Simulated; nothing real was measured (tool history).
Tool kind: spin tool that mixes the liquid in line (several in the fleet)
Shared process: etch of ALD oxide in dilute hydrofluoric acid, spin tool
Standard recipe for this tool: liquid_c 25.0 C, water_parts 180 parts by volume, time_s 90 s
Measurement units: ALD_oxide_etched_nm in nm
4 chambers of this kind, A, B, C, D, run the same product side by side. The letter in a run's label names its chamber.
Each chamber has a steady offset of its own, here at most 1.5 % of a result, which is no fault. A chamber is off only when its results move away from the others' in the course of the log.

run   hour  liquid_c  water_parts  time_s  hours since the thermometer was replaced  hours since the hydrofluoric acid flow meter was replaced  read-back film thickness of the ALD oxide reference wafer, read on the same gauge (nm)  ALD_oxide_etched_nm
 1D    7.8      25.0          180      90                                    1646.2                                                     1568.3                                                                                  70.007               9.9240
 2C   18.3      25.0          180      90                                     224.0                                                     1168.7                                                                                  69.995              10.0770
 3B   29.7      25.0          180      90                                     215.3                                                      576.8                                                                                  69.974               9.9485
 4A   36.6      25.0          180      90                                    1210.3                                                      154.8                                                                                  69.995               9.9208
 5A   49.0      25.0          180      90                                    1222.7                                                      167.2                                                                                  69.984               9.8311
 6B   62.8      25.0          180      90                                     248.4                                                      609.9                                                                                  69.993               9.9867
 7C   73.2      25.0          180      90                                     278.9                                                     1223.6                                                                                  70.043              10.0010
 8D   81.4      25.0          180      90                                    1719.8                                                     1641.9                                                                                  70.014              10.0210
 9A   90.1      25.0          180      90                                    1263.8                                                      208.3                                                                                  70.047              10.0070
10C  101.6      25.0          180      90                                     307.3                                                     1252.0                                                                                  70.012               9.9660
11B  114.5      25.0          180      90                                     300.1                                                      661.6                                                                                  70.012              10.1010
12D  125.9      25.0          180      90                                    1764.3                                                     1686.4                                                                                  70.012              10.0060
13A  134.2      25.0          180      90                                    1307.9                                                      252.4                                                                                  69.971               9.8352
14D  143.3      25.0          180      90                                    1781.7                                                     1703.8                                                                                  70.035               9.9662
15C  154.3      28.5          130      90                                     360.0                                                     1304.7                                                                                  69.996              16.8290
     159.1  -- chamber A: thermometer replaced
16B  164.0      28.5          130      90                                     349.6                                                      711.1                                                                                  69.970              16.7310
17B  173.4      28.5          130      90                                     359.0                                                      720.5                                                                                  70.029              16.6560
18A  186.6      28.5          130      90                                      27.6                                                      304.8                                                                                  69.989              16.8040
19C  193.1      25.0          180      90                                     398.8                                                     1343.5                                                                                  70.004               9.7859
20D  199.9      25.0          180      90                                    1838.3                                                     1760.4                                                                                  69.999              10.1520
21A  213.8      25.0          180      90                                      54.8                                                      332.0                                                                                  70.031               9.9596
22B  223.2      25.0          180      90                                     408.8                                                      770.3                                                                                  70.009              10.1390
23D  235.5      25.0          180      90                                    1873.9                                                     1796.0                                                                                  69.978               9.9540
24C  242.7      25.0          180      90                                     448.4                                                     1393.1                                                                                  70.017               9.7915
25D  255.8      25.0          180      90                                    1894.2                                                     1816.3                                                                                  69.983              10.1000
26C  265.5      25.0          180      90                                     471.2                                                     1415.9                                                                                  69.985               9.7086
27B  274.7      25.0          180      90                                     460.3                                                      821.8                                                                                  70.025               9.9469
28A  282.8      25.0          180      90                                     123.8                                                      401.0                                                                                  70.056               9.9692
29C  297.1      25.0          180      90                                     502.8                                                     1447.5                                                                                  69.988               9.4930
30D  311.1      25.0          180      90                                    1949.5                                                     1871.6                                                                                  70.015              10.0830
31B  319.0      25.0          205      40                                     504.6                                                      866.1                                                                                  70.000               3.8132
32A  326.0      25.0          205      40                                     167.0                                                      444.2                                                                                  69.994               3.7801
33B  339.4      25.0          205      40                                     525.0                                                      886.5                                                                                  70.036               3.8116
     343.3  -- chamber D: thermometer replaced
34D  347.0      25.0          205      40                                       3.8                                                     1907.5                                                                                  70.029               3.8191
35C  355.4      25.0          180      90                                     561.1                                                     1505.8                                                                                  69.981               9.2932
36A  362.8      25.0          180      90                                     203.8                                                      481.0                                                                                  69.988              10.0100

For the next run the whole fleet of 4 chambers uses the same settings. Give each chamber's results:
37A  373.5      28.0          180      90                                                                                                                                                                                                                 ?
37B  373.5      28.0          180      90                                                                                                                                                                                                                 ?
37C  373.5      28.0          180      90                                                                                                                                                                                                                 ?
37D  373.5      28.0          180      90                                                                                                                                                                                                                 ?

run  ALD_oxide_etched_nm
37A              11.1170
37B              11.2280
37C              10.5280
37D              11.0440
